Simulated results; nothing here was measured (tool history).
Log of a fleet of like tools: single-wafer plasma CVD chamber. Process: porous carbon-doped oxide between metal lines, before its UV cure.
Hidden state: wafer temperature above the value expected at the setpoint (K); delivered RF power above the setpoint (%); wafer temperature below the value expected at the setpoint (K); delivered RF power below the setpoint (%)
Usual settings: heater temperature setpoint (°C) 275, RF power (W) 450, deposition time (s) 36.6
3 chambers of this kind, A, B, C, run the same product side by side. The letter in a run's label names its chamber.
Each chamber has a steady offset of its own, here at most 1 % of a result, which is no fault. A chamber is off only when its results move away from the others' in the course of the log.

run     day  heater temperature setpoint (°C)  RF power (W)  deposition time (s)  hours since the last thermocouple change  hours since the last RF generator calibration  read-back reference wafer on the same gauge, thickness_nm  mean film thickness on the monitor wafer (angstrom)
 1C   0.421                               275           450                 36.6                                    2154.4                                          576.9                                                     199.08                                               2122.1
 2A    0.95                               275           450                 36.6                                     695.6                                          812.1                                                     199.07                                               2140.9
 3B   1.404                               275           450                 36.6                                    1657.1                                          553.3                                                     199.03                                               2149.7
 4B   1.996                               275           450                 36.6                                    1671.3                                          567.5                                                     199.07                                               2156.2
 5C    2.55                               275           450                 36.6                                    2205.5                                            628                                                     199.18                                               2123.9
 6A    2.95                               275           450                 36.6                                     743.6                                          860.1                                                     199.18                                                 2140
 7A   3.346                               275           450                 36.6                                     753.1                                          869.6                                                     199.22                                               2141.8
 8B   3.742                               275           450                 36.6                                    1713.2                                          609.4                                                      199.2                                               2158.3
 9C   4.025                               275           450                 39.1                                    2240.9                                          663.4                                                     199.22                                               2264.7
10B   4.408                               275           450                 39.1                                    1729.2                                          625.4                                                     199.29                                               2297.7
       4.65  -- chamber C: thermocouple changed; heater temperature recalibrated
11C     4.9                               275           450                 39.1                                         6                                          684.4                                                      199.3                                               2261.5
12A   5.192                               275           450                 36.6                                     797.4                                          913.9                                                     199.36                                               2137.7
13A   5.517                               275           450                 36.6                                     805.2                                          921.7                                                     199.37                                               2139.3
14B   5.925                               275           450                 36.6                                    1765.6                                          661.8                                                      199.4                                               2154.3
15C   6.508                               275           450                 36.6                                      44.6                                            723                                                     199.47                                               2125.7
16C   6.821                               275           450                 36.6                                      52.1                                          730.5                                                     199.45                                               2124.7
17A   7.138                               275           450                 36.6                                     844.1                                          960.6                                                     199.49                                                 2140
18B   7.588                               275           450                 36.6                                    1805.5                                          701.7                                                     199.46                                               2153.6
19A   8.054                               275           450                 36.6                                     866.1                                          982.6                                                      199.5                                               2144.4
20C   8.504                               275           450                 36.6                                      92.5                                          770.9                                                      199.5                                               2125.4
21B   8.821                               275           450                 36.6                                    1835.1                                          731.3                                                     199.53                                               2160.8
22A   9.167                               275           450                 36.6                                     892.8                                         1009.3                                                     199.55                                               2140.6
23B   9.742                               275           450                 36.6                                    1857.2                                          753.4                                                     199.63                                               2159.1
24C    10.2                               275           450                 36.6                                     133.2                                          811.6                                                     199.65                                                 2125
25A  10.708                               275           450                 36.6                                     929.8                                         1046.3                                                     199.61                                               2139.3
26C  11.179                               275           450                 36.6                                     156.7                                          835.1                                                     199.69                                               2127.4
27B  11.604                               275           450                 36.6                                    1901.9                                          798.1                                                     199.68                                               2160.5
28C  11.908                               267           450                 36.6                                     174.2                                          852.6                                                     199.75                                               2248.3
29A  12.212                               267           450                 36.6                                     965.9                                         1082.4                                                     199.74                                               2255.6
30B   12.65                               267           450                 36.6                                      1927                                          823.2                                                     199.71                                               2277.3
31B    13.2                               275           450                 36.6                                    1940.2                                          836.4                                                     199.76                                               2161.4
32C  13.546                               275           450                 36.6                                     213.5                                          891.9                                                      199.8                                               2126.9
33A  14.058                               275           450                 36.6                                    1010.2                                         1126.7                                                     199.83                                                 2143
34B  14.367                               275           450                 36.6                                    1968.2                                          864.4                                                     199.81                                                 2161
35C  14.821                               275           450                 36.6                                     244.1                                          922.5                                                     199.89                                               2125.8
36A  15.412                               275           450                 36.6                                    1042.7                                         1159.2                                                     199.94                                               2147.4
     15.467  -- chamber A: RF generator calibrated
37B      16                               275           450                 36.6                                    2007.4                                          903.6                                                     199.92                                               2163.8
38A  16.262                               275           450                 36.6                                    1063.1                                           19.2                                                     199.97                                               2144.7
39C  16.608                               275           450                 36.6                                       287                                          965.4                                                     200.03                                               2131.1

All 3 chambers run these settings next. Forecast each chamber's results:
40A  17.033                               275           530                 36.6                                                                                                                                                                                                        ?
40B  17.033                               275           530                 36.6                                                                                                                                                                                                        ?
40C  17.033                               275           530                 36.6                                                                                                                                                                                                        ?

run  mean film thickness on the monitor wafer (angstrom)
40A                                               2393.1
40B                                                 2414
40C                                               2377.7
